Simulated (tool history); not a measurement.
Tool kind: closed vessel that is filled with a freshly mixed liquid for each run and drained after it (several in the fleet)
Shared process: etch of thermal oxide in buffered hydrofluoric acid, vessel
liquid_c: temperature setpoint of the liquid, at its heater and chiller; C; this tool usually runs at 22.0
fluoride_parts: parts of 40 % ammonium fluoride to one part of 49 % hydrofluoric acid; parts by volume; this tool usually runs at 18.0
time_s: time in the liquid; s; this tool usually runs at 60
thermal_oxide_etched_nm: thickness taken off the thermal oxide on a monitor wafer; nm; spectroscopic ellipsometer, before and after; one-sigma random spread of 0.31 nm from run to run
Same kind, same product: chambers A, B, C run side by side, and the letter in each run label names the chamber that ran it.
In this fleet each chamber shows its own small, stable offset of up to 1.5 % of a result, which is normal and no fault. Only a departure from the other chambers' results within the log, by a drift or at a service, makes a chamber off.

run	day	liquid_c	fluoride_parts	time_s	read-back film thickness of the thermal oxide reference wafer, read on the same gauge (nm)	thermal_oxide_etched_nm
1C	0.375	22.0	18.0	60	99.987	34.532
2B	0.704	22.0	18.0	60	100.010	34.656
3A	1.150	22.0	18.0	60	99.982	35.167
4C	1.371	22.0	18.0	60	99.999	33.965
5B	1.725	22.0	18.0	60	100.000	35.020
6A	2.096	22.0	18.0	60	99.998	35.158
7C	2.508	22.0	18.0	60	99.981	34.705
8B	2.862	22.0	18.0	60	99.968	35.337
9A	3.167	22.0	18.0	60	100.010	34.990
10C	3.612	22.0	18.0	60	100.010	34.486
11A	3.975	22.0	18.0	60	99.974	35.418
12B	4.425	22.0	18.0	60	99.999	35.130
13A	4.638	22.0	18.0	60	99.987	34.748
14C	4.862	22.0	18.0	60	100.010	34.657
15B	5.133	22.0	18.0	60	100.010	34.919
16B	5.529	22.0	18.0	60	99.994	35.337
17A	5.817	22.0	18.0	60	100.010	35.190
18C	6.133	22.0	18.0	60	99.974	35.147
19B	6.492	20.0	18.0	60	100.000	31.595
20A	6.729	20.0	18.0	60	99.982	31.196
21C	6.942	20.0	18.0	60	100.010	31.954
22B	7.262	22.0	18.0	60	99.998	35.197
23C	7.667	22.0	18.0	60	100.020	35.981
24A	8.038	22.0	18.0	60	100.000	34.414
25C	8.242	22.0	18.0	60	100.010	36.647
# day 8.488: chamber B: hydrofluoric acid flow meter replaced
26A	8.642	22.0	14.5	90	100.010	64.595
27B	9.021	22.0	14.5	90	100.030	63.794
28C	9.438	22.0	14.5	90	100.000	69.848
29A	9.779	22.0	18.0	60	99.996	35.253
30B	10.000	22.0	18.0	60	99.989	35.086
31C	10.229	22.0	18.0	60	100.020	37.884
32A	10.562	22.0	18.0	60	99.994	34.339
33B	10.771	18.5	12.0	60	100.000	42.677
34C	11.138	18.5	12.0	60	99.999	47.317
35A	11.596	18.5	12.0	60	99.996	42.451
36B	11.900	22.0	18.0	60	100.020	35.390

One chamber off, gauge drift, or nothing amiss beyond the chambers' own small offsets? If it is a chamber, which one, and what is the likeliest cause?

One chamber, C, drifts off from the rest bit by bit.
Cause: liquid hotter than its thermometer reads (K) = 2.33.
With only this log, it may be confused with: hydrofluoric acid flow above the setpoint (%).

Chamber C could run next with any of the 4 candidate recipes listed below; each alters the usual settings, and their results appear as question marks. Which one brings its results back in line with what the other chambers deliver on the usual settings?
Counts as in line when no further than this from what the other chambers average on the usual settings: thermal_oxide_etched_nm 1.100 nm
37C-1	12.225	22.0	18.5	55		?
37C-2	12.225	22.0	17.5	65		?
37C-3	12.225	23.0	18.0	70		?
37C-4	12.225	21.5	18.0	50		?

Average result of the remaining chambers running the usual settings: thermal_oxide_etched_nm 35.071 nm
run	thermal_oxide_etched_nm
37C-1	35.063
37C-2	43.732
37C-3	48.390
37C-4	31.851
37C-1 is the one that brings the chamber's results back in line with the other chambers.
